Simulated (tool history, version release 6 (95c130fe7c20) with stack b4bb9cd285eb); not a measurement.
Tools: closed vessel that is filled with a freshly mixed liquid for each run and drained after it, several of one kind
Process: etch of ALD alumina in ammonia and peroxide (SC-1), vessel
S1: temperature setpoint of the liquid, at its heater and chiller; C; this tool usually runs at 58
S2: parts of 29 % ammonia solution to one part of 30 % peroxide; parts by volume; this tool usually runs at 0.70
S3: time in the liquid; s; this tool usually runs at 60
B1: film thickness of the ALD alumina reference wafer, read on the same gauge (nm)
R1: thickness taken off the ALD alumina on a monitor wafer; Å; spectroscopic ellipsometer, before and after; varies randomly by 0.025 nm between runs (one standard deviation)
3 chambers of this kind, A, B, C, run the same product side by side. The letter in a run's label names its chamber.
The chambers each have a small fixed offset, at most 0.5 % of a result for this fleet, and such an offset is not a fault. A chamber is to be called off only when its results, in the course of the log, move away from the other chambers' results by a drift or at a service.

run	hour	S1	S2	S3	B1	R1
1C	4.0	58	0.70	60	149.99	52.110
# hour 8.8: chamber B: ammonia flow meter replaced
2B	9.6	58	0.70	60	149.99	52.131
3A	17.4	58	0.70	60	150.00	52.325
4C	23.5	58	0.70	60	149.99	52.361
5A	30.9	58	0.70	60	150.01	52.343
6B	37.2	58	0.70	60	150.01	52.306
7B	43.6	58	0.70	60	150.01	52.315
8C	51.2	58	0.95	60	150.00	54.039
9A	57.2	58	0.95	60	150.01	53.209
10B	61.3	58	0.95	60	150.01	53.891
11A	67.0	58	0.85	40	150.00	35.194
12C	74.6	58	0.85	40	149.99	35.644
13B	81.0	58	0.85	40	150.00	35.752
14A	84.8	58	0.70	60	150.00	51.390
15C	89.5	62	0.55	60	149.97	63.271
16B	96.4	62	0.55	60	149.99	62.392
17C	101.4	62	0.55	60	150.01	62.576
18A	105.9	58	0.70	60	150.00	51.139
19B	112.9	58	0.70	60	149.98	52.120
20C	119.2	58	0.70	60	150.00	52.110
21A	125.1	58	0.70	60	150.01	50.339
22B	132.5	58	0.70	60	149.99	52.516
23A	140.7	58	0.70	60	149.99	50.369
24C	146.7	58	0.70	60	149.98	52.334
25B	151.7	58	0.70	60	149.99	52.086
26C	157.0	58	0.70	60	150.01	52.667
27A	165.0	58	0.70	60	150.01	50.263

Which is it: a chamber that has drifted or been left off by a service, a gauge drift common to all chambers, or only each chamber's usual small offset? If a chamber is off, name it and its likeliest cause.

Little by little, chamber A moves away from the other chambers.
What lies behind it: liquid colder than its thermometer reads (K) = 0.814.

Which of the 4 candidates below, each the usual settings with something changed and its results left as question marks, puts chamber A back in line with what the other chambers give on the usual settings?
Allowed miss from the other chambers' usual-settings mean, per result, to count as in line: R1 0.880 Å
28A-1	171.1	58	0.65	60		?
28A-2	171.1	58	0.75	60		?
28A-3	171.1	58	1.00	60		?
28A-4	171.1	58	0.45	60		?

The other chambers' mean on the usual settings: R1 52.221 Å
run	R1
28A-1	49.779
28A-2	50.459
28A-3	51.855
28A-4	48.071
It is 28A-3 that realigns the chamber with its peers.

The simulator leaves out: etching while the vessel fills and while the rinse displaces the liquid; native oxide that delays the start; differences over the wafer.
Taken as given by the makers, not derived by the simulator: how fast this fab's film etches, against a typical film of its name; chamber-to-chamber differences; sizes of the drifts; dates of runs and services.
